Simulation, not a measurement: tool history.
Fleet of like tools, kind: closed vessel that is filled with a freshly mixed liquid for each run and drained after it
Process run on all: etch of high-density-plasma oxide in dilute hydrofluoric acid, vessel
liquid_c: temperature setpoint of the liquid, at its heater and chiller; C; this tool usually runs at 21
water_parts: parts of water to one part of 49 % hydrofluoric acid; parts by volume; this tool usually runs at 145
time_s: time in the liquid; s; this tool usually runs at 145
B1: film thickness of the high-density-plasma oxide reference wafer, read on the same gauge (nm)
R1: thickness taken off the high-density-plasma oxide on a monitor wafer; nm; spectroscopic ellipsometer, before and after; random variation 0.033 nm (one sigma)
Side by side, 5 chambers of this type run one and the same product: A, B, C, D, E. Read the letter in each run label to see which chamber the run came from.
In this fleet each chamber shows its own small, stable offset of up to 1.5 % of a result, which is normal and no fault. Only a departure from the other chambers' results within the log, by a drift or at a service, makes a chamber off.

run 1A hour=6.5 | liquid_c=21 water_parts=145 time_s=145 | B1=110.01 | R1=4.4732
run 2C hour=19 | liquid_c=21 water_parts=145 time_s=145 | B1=110.03 | R1=4.4021
run 3B hour=27.1 | liquid_c=21 water_parts=145 time_s=145 | B1=109.98 | R1=4.3172
run 4D hour=37 | liquid_c=21 water_parts=145 time_s=145 | B1=110.03 | R1=4.4792
run 5E hour=48.2 | liquid_c=21 water_parts=145 time_s=145 | B1=110.07 | R1=4.4558
run 6D hour=57.1 | liquid_c=21 water_parts=145 time_s=145 | B1=109.99 | R1=4.4279
run 7A hour=69.1 | liquid_c=21 water_parts=145 time_s=145 | B1=109.97 | R1=4.4022
run 8C hour=83.9 | liquid_c=21 water_parts=145 time_s=145 | B1=110.02 | R1=4.3978
-- hour=95.6 chamber D: hydrofluoric acid flow meter replaced
run 9E hour=98.6 | liquid_c=21 water_parts=145 time_s=145 | B1=109.98 | R1=4.4514
run 10B hour=105.1 | liquid_c=21 water_parts=145 time_s=145 | B1=109.99 | R1=4.3478
run 11A hour=118.4 | liquid_c=21 water_parts=145 time_s=145 | B1=110.01 | R1=4.416
run 12E hour=127.8 | liquid_c=21 water_parts=145 time_s=145 | B1=110.01 | R1=4.427
run 13B hour=137.2 | liquid_c=21 water_parts=145 time_s=145 | B1=110.01 | R1=4.3693
run 14C hour=144.5 | liquid_c=21 water_parts=90 time_s=75 | B1=110.03 | R1=3.9202
run 15D hour=156.9 | liquid_c=21 water_parts=90 time_s=75 | B1=109.98 | R1=3.9648
run 16C hour=168.3 | liquid_c=21 water_parts=90 time_s=75 | B1=110.02 | R1=3.9555
run 17E hour=179.7 | liquid_c=21 water_parts=90 time_s=75 | B1=110 | R1=3.9264
run 18A hour=193.5 | liquid_c=21 water_parts=90 time_s=75 | B1=110 | R1=3.9289
run 19D hour=207.2 | liquid_c=21 water_parts=105 time_s=215 | B1=109.97 | R1=9.6584
run 20B hour=216.2 | liquid_c=21 water_parts=105 time_s=215 | B1=110.04 | R1=9.2113
run 21B hour=226.4 | liquid_c=21 water_parts=105 time_s=215 | B1=109.99 | R1=9.3881
run 22E hour=236.5 | liquid_c=21 water_parts=105 time_s=215 | B1=109.99 | R1=9.6069
run 23D hour=243.3 | liquid_c=21 water_parts=105 time_s=215 | B1=109.98 | R1=9.5841
run 24C hour=257.3 | liquid_c=21 water_parts=145 time_s=145 | B1=109.98 | R1=4.4708
run 25A hour=269.5 | liquid_c=21 water_parts=145 time_s=145 | B1=109.99 | R1=4.4073
run 26B hour=284 | liquid_c=21 water_parts=145 time_s=145 | B1=109.99 | R1=4.206
run 27D hour=298.8 | liquid_c=21 water_parts=145 time_s=145 | B1=110.01 | R1=4.4764
run 28C hour=310.9 | liquid_c=21 water_parts=145 time_s=145 | B1=109.99 | R1=4.4476
run 29E hour=319 | liquid_c=21 water_parts=145 time_s=145 | B1=110.01 | R1=4.4627
run 30A hour=331.5 | liquid_c=17.5 water_parts=145 time_s=75 | B1=109.99 | R1=1.957
run 31C hour=339.5 | liquid_c=17.5 water_parts=145 time_s=75 | B1=110.03 | R1=1.9945
-- hour=340.7 chamber A: hydrofluoric acid flow meter replaced
-- hour=343.7 chamber C: hydrofluoric acid flow meter replaced
run 32B hour=346.7 | liquid_c=17.5 water_parts=145 time_s=75 | B1=109.95 | R1=1.8562
run 33E hour=361.3 | liquid_c=17.5 water_parts=145 time_s=75 | B1=109.99 | R1=2.0025
run 34A hour=370.3 | liquid_c=17.5 water_parts=145 time_s=75 | B1=110.04 | R1=1.9691
run 35D hour=379.5 | liquid_c=21 water_parts=145 time_s=145 | B1=110.01 | R1=4.4796
run 36A hour=389.7 | liquid_c=21 water_parts=145 time_s=145 | B1=109.99 | R1=4.4252
run 37C hour=401.9 | liquid_c=21 water_parts=145 time_s=70 | B1=110.03 | R1=2.1224
run 38B hour=415.5 | liquid_c=21 water_parts=145 time_s=70 | B1=109.97 | R1=1.9892
run 39D hour=427.9 | liquid_c=21 water_parts=145 time_s=70 | B1=110.02 | R1=2.1724

Has any chamber moved away from the others, gradually or after a service, or does the common gauge drift, or do the chambers differ only by their own small steady offsets? State the chamber and the most likely cause if one applies.

Chamber B drifts away from the others.
What lies behind it: liquid colder than its thermometer reads (K) = 2.09.
With only this log, it may be confused with: hydrofluoric acid flow below the setpoint (%).

Which of the 4 candidates below, each the usual settings with something changed and its results left as question marks, puts chamber B back in line with what the other chambers give on the usual settings?
In line here means within this much of the mean the other chambers give on the usual settings: R1 0.12 nm
run 40B-1 hour=438.5 | liquid_c=21 water_parts=145 time_s=150 | R1=?
run 40B-2 hour=438.5 | liquid_c=21 water_parts=150 time_s=145 | R1=?
run 40B-3 hour=438.5 | liquid_c=20.5 water_parts=155 time_s=145 | R1=?
run 40B-4 hour=438.5 | liquid_c=23.5 water_parts=145 time_s=145 | R1=?

Average result of the remaining chambers running the usual settings: R1 4.4331 nm
run=40B-1 R1=4.1706
run=40B-2 R1=3.8752
run=40B-3 R1=3.655
run=40B-4 R1=4.447
With 40B-4, the chamber falls back in line with the rest.
